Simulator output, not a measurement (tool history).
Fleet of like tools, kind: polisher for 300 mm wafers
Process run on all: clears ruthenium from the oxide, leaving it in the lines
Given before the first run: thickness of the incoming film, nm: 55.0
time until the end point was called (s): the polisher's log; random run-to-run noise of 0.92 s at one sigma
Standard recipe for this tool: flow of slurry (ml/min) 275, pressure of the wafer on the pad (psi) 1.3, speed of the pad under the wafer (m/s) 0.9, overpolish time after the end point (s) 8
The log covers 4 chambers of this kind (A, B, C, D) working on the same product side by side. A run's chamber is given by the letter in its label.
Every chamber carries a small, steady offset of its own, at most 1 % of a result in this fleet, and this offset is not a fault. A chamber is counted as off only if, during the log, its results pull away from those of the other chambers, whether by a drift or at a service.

run   hour  flow of slurry (ml/min)  pressure of the wafer on the pad (psi)  speed of the pad under the wafer (m/s)  overpolish time after the end point (s)  time until the end point was called (s)
       2.6  -- chamber B: worn pad replaced by a new one
 1A    5.2                      275                                     1.3                                     0.9                                        8                                   100.88
 2B   10.5                      275                                     1.3                                     0.9                                        8                                   101.44
 3D   17.2                      275                                     1.3                                     0.9                                        8                                   100.51
 4C   21.8                      275                                     1.3                                     0.9                                        8                                   101.09
 5D   26.3                      275                                     1.3                                     0.9                                        8                                   100.83
 6B   30.4                      275                                     1.3                                     0.9                                        8                                   101.26
 7A   35.8                      275                                     1.3                                     0.9                                        8                                   100.03
 8C   41.7                      275                                     1.3                                     0.9                                        8                                   101.18
 9B   47.7                      275                                     1.3                                     0.9                                        8                                   102.65
10C   51.4                      275                                     1.3                                     0.9                                        8                                    102.5
11D   56.6                      275                                     1.3                                     0.9                                        8                                   102.07
12A     62                      275                                     1.3                                     0.9                                        8                                   100.77
13D   67.8                      275                                     1.3                                     0.9                                        8                                   99.554
14B   73.3                      275                                     1.3                                     0.9                                        8                                   100.64
15A   79.9                      275                                     1.5                                     0.9                                       12                                    87.93
16C   83.6                      275                                     1.5                                     0.9                                       12                                   86.989
17D     87                      275                                     1.5                                     0.9                                       12                                   86.531
18B   91.3                      275                                     1.5                                     0.9                                       12                                   87.538
      94.7  -- chamber D: worn pad replaced by a new one
19C   95.5                      275                                     1.3                                     0.9                                        8                                   102.93
20A  101.8                      275                                     1.3                                     0.9                                        8                                   101.52
     104.7  -- chamber A: worn pad replaced by a new one
21C  105.1                      275                                     1.3                                     0.9                                        8                                   102.94
22A  109.4                      275                                     1.3                                     0.9                                        8                                    100.4
23B  115.4                      275                                     1.3                                     0.9                                        8                                   101.32
24D  119.3                      275                                     1.3                                     0.9                                        8                                   101.48
25D  124.4                      275                                     1.3                                     0.9                                        8                                   103.67
26A  129.8                      275                                     1.3                                     0.9                                        8                                   101.15
27C  136.4                      275                                     1.3                                     0.9                                        8                                   102.03
28B  142.2                      275                                     1.3                                     0.9                                        8                                   100.77
29D  147.4                      275                                     1.3                                     0.9                                        8                                   100.49

Does one chamber stand apart from the rest, does the shared gauge drift, or is all well apart from small per-chamber offsets? Give the chamber and the most likely cause, where there is one.

All chambers stay in line apart from their small fixed offsets, and the gauge does not drift.
